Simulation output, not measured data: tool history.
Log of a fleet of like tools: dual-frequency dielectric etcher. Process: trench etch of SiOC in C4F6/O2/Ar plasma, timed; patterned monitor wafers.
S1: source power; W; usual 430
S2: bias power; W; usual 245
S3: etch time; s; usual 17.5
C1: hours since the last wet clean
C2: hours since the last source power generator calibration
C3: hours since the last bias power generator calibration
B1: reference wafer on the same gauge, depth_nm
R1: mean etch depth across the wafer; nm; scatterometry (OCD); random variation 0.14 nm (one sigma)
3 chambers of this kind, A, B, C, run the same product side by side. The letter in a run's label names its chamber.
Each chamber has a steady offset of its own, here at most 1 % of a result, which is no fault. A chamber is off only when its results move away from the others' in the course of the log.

run 1B hour=10.9 | S1=430 S2=245 S3=17.5 | C1=208.3 C2=1932.4 C3=1292.5 | B1=44.068 | R1=41.726
run 2A hour=17.2 | S1=430 S2=245 S3=17.5 | C1=421.6 C2=636.2 C3=335.3 | B1=44.095 | R1=41.211
run 3C hour=25.7 | S1=430 S2=245 S3=17.5 | C1=51.8 C2=180.5 C3=1946.5 | B1=44.082 | R1=41.721
run 4A hour=37.7 | S1=430 S2=245 S3=17.5 | C1=442.1 C2=656.7 C3=355.8 | B1=44.095 | R1=41.125
run 5B hour=49.5 | S1=430 S2=245 S3=17.5 | C1=246.9 C2=1971 C3=1331.1 | B1=44.091 | R1=41.577
run 6C hour=55 | S1=430 S2=245 S3=17.5 | C1=81.1 C2=209.8 C3=1975.8 | B1=44.078 | R1=41.357
run 7A hour=60.6 | S1=430 S2=245 S3=17.5 | C1=465 C2=679.6 C3=378.7 | B1=44.074 | R1=40.883
run 8C hour=71.5 | S1=430 S2=245 S3=17.5 | C1=97.6 C2=226.3 C3=1992.3 | B1=44.119 | R1=41.561
run 9B hour=80.1 | S1=430 S2=245 S3=17.5 | C1=277.5 C2=2001.6 C3=1361.7 | B1=44.097 | R1=41.633
run 10B hour=90.4 | S1=430 S2=245 S3=17.5 | C1=287.8 C2=2011.9 C3=1372 | B1=44.107 | R1=41.701
-- hour=93.2 chamber A: wet clean of the chamber
run 11C hour=100 | S1=430 S2=245 S3=17.5 | C1=126.1 C2=254.8 C3=2020.8 | B1=44.159 | R1=41.356
run 12A hour=111.9 | S1=430 S2=245 S3=17.5 | C1=18.7 C2=730.9 C3=430 | B1=44.163 | R1=41.302
run 13B hour=119.5 | S1=430 S2=245 S3=17.5 | C1=316.9 C2=2041 C3=1401.1 | B1=44.119 | R1=41.699
run 14A hour=128.9 | S1=430 S2=245 S3=17.5 | C1=35.7 C2=747.9 C3=447 | B1=44.074 | R1=41.451
run 15C hour=138.1 | S1=430 S2=245 S3=17.5 | C1=164.2 C2=292.9 C3=2058.9 | B1=44.116 | R1=41.662
run 16B hour=148.8 | S1=430 S2=245 S3=17.5 | C1=346.2 C2=2070.3 C3=1430.4 | B1=44.101 | R1=41.908
run 17A hour=154.3 | S1=430 S2=245 S3=17.5 | C1=61.1 C2=773.3 C3=472.4 | B1=44.112 | R1=41.26
-- hour=155 chamber B: wet clean of the chamber
run 18C hour=160.7 | S1=430 S2=245 S3=17.5 | C1=186.8 C2=315.5 C3=2081.5 | B1=44.053 | R1=41.569
run 19C hour=167.7 | S1=430 S2=245 S3=17.5 | C1=193.8 C2=322.5 C3=2088.5 | B1=44.122 | R1=41.562
run 20A hour=173.9 | S1=430 S2=245 S3=17.5 | C1=80.7 C2=792.9 C3=492 | B1=44.098 | R1=41.117
run 21B hour=179.9 | S1=370 S2=245 S3=17.5 | C1=25 C2=2101.4 C3=1461.5 | B1=44.093 | R1=41.097
run 22B hour=185.7 | S1=370 S2=245 S3=17.5 | C1=30.8 C2=2107.2 C3=1467.3 | B1=44.076 | R1=41.233
run 23A hour=192.7 | S1=370 S2=245 S3=17.5 | C1=99.5 C2=811.7 C3=510.8 | B1=44.083 | R1=38.89
run 24C hour=201.6 | S1=350 S2=245 S3=20 | C1=227.7 C2=356.4 C3=2122.4 | B1=44.087 | R1=44.035
run 25A hour=212.3 | S1=350 S2=245 S3=20 | C1=119.1 C2=831.3 C3=530.4 | B1=44.122 | R1=43.494
run 26C hour=218.2 | S1=350 S2=245 S3=20 | C1=244.3 C2=373 C3=2139 | B1=44.111 | R1=43.99
run 27B hour=228.1 | S1=430 S2=245 S3=17.5 | C1=73.2 C2=2149.6 C3=1509.7 | B1=44.084 | R1=44.086
run 28B hour=238.9 | S1=430 S2=245 S3=17.5 | C1=84 C2=2160.4 C3=1520.5 | B1=44.075 | R1=43.861
run 29C hour=251.1 | S1=430 S2=245 S3=17.5 | C1=277.2 C2=405.9 C3=2171.9 | B1=44.099 | R1=41.531
run 30A hour=261.3 | S1=430 S2=245 S3=17.5 | C1=168.1 C2=880.3 C3=579.4 | B1=44.073 | R1=41.15
run 31B hour=273.3 | S1=430 S2=245 S3=17.5 | C1=118.4 C2=2194.8 C3=1554.9 | B1=44.145 | R1=43.428
run 32A hour=280 | S1=430 S2=245 S3=17.5 | C1=186.8 C2=899 C3=598.1 | B1=44.086 | R1=41.173
run 33C hour=289.6 | S1=470 S2=208 S3=17.5 | C1=315.7 C2=444.4 C3=2210.4 | B1=44.092 | R1=40.754

What goes on in this fleet: one chamber off, a drifting gauge, or nothing beyond the chambers' own small offsets? Name the chamber and the cause, if any.

A service left chamber B off against the others.
Cause: etch rate over this chamber's usual, % = 4.97.

Here are 4 candidates for chamber B's next run, each the usual settings with a change, their results left as question marks. Which one brings its results back in line with what the others give on the usual settings?
In line means no further than this from the other chambers' mean on the usual settings: R1 0.51 nm
run 34B-1 hour=298.6 | S1=430 S2=245 S3=16.5 | R1=?
run 34B-2 hour=298.6 | S1=430 S2=188 S3=17.5 | R1=?
run 34B-3 hour=298.6 | S1=430 S2=286 S3=17.5 | R1=?
run 34B-4 hour=298.6 | S1=430 S2=317 S3=17.5 | R1=?

The other chambers' mean on the usual settings: R1 41.378 nm
run=34B-1 R1=41.305
run=34B-2 R1=40.15
run=34B-3 R1=46.191
run=34B-4 R1=47.885
34B-1 brings the chamber back in line.

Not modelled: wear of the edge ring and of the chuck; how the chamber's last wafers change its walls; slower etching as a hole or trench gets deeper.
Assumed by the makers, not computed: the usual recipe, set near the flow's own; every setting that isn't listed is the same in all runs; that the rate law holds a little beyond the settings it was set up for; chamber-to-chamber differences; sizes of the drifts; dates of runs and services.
